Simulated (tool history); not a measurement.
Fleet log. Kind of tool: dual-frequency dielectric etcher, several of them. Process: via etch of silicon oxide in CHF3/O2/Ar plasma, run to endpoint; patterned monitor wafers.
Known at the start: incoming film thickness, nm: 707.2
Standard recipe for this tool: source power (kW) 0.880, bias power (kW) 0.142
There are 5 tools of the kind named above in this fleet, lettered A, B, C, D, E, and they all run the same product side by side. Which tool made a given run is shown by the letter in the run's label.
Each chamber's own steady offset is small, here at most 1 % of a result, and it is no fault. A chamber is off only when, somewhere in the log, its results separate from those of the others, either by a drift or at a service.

Run 1B, hour 5.9: usual settings. Result: endpoint time (s) 331.59.
Run 2A, hour 11.1: usual settings. Result: endpoint time (s) 333.66.
Run 3D, hour 20.0: usual settings. Result: endpoint time (s) 335.24.
Run 4C, hour 26.4: usual settings. Result: endpoint time (s) 330.46.
Run 5E, hour 36.4: usual settings. Result: endpoint time (s) 334.24.
Run 6E, hour 45.4: usual settings but source power (kW) 1.070, bias power (kW) 0.159. Result: endpoint time (s) 297.65.
Run 7D, hour 54.7: usual settings but source power (kW) 1.070, bias power (kW) 0.159. Result: endpoint time (s) 299.48.
Run 8A, hour 64.5: usual settings but source power (kW) 1.070, bias power (kW) 0.159. Result: endpoint time (s) 297.24.
Run 9C, hour 70.9: usual settings but source power (kW) 1.070, bias power (kW) 0.159. Result: endpoint time (s) 296.21.
Run 10B, hour 80.9: usual settings but source power (kW) 1.070, bias power (kW) 0.159. Result: endpoint time (s) 296.18.
Run 11C, hour 86.7: usual settings. Result: endpoint time (s) 332.50.
Run 12B, hour 97.4: usual settings. Result: endpoint time (s) 332.14.
Run 13E, hour 106.5: usual settings. Result: endpoint time (s) 334.09.
Run 14D, hour 113.7: usual settings. Result: endpoint time (s) 334.67.
Run 15A, hour 119.4: usual settings. Result: endpoint time (s) 332.99.
Run 16D, hour 130.0: usual settings but source power (kW) 1.060, bias power (kW) 0.116. Result: endpoint time (s) 330.21.
Run 17A, hour 141.5: usual settings but source power (kW) 1.060, bias power (kW) 0.116. Result: endpoint time (s) 329.09.
Run 18C, hour 151.1: usual settings but source power (kW) 1.060, bias power (kW) 0.116. Result: endpoint time (s) 326.90.
At hour 157.1: chamber D: wet clean of the chamber.
Run 19B, hour 158.4: usual settings but source power (kW) 1.060, bias power (kW) 0.116. Result: endpoint time (s) 327.01.
Run 20E, hour 167.3: usual settings but source power (kW) 1.060, bias power (kW) 0.116. Result: endpoint time (s) 329.77.
Run 21D, hour 173.1: usual settings. Result: endpoint time (s) 321.03.
Run 22E, hour 183.9: usual settings. Result: endpoint time (s) 332.27.
Run 23A, hour 191.8: usual settings. Result: endpoint time (s) 334.98.
Run 24C, hour 199.9: usual settings but source power (kW) 1.050. Result: endpoint time (s) 310.56.
Run 25B, hour 208.3: usual settings but source power (kW) 1.050. Result: endpoint time (s) 310.19.
Run 26A, hour 215.0: usual settings but source power (kW) 1.050. Result: endpoint time (s) 313.28.
Run 27D, hour 224.7: usual settings but source power (kW) 1.050. Result: endpoint time (s) 297.88.
Run 28B, hour 233.3: usual settings but source power (kW) 1.050. Result: endpoint time (s) 307.86.
Run 29C, hour 242.8: usual settings. Result: endpoint time (s) 330.88.
Run 30E, hour 248.5: usual settings. Result: endpoint time (s) 335.33.
Run 31B, hour 259.4: usual settings but source power (kW) 0.810. Result: endpoint time (s) 343.15.
Run 32C, hour 270.0: usual settings but source power (kW) 0.810. Result: endpoint time (s) 343.42.
At hour 273.7: chamber E: wet clean of the chamber.
Run 33E, hour 279.8: usual settings but source power (kW) 0.810. Result: endpoint time (s) 345.60.
Run 34A, hour 289.9: usual settings but source power (kW) 0.810. Result: endpoint time (s) 342.56.

Next, all 5 chambers run the settings below, one line each with question marks for the results. What does each chamber give?
Run 35A, hour 298.1: usual settings. Result: endpoint time (s) ?.
Run 35B, hour 298.1: usual settings. Result: endpoint time (s) ?.
Run 35C, hour 298.1: usual settings. Result: endpoint time (s) ?.
Run 35D, hour 298.1: usual settings. Result: endpoint time (s) ?.
Run 35E, hour 298.1: usual settings. Result: endpoint time (s) ?.

run  endpoint time (s)
35A             335.98
35B             331.06
35C             329.82
35D             322.55
35E             336.40
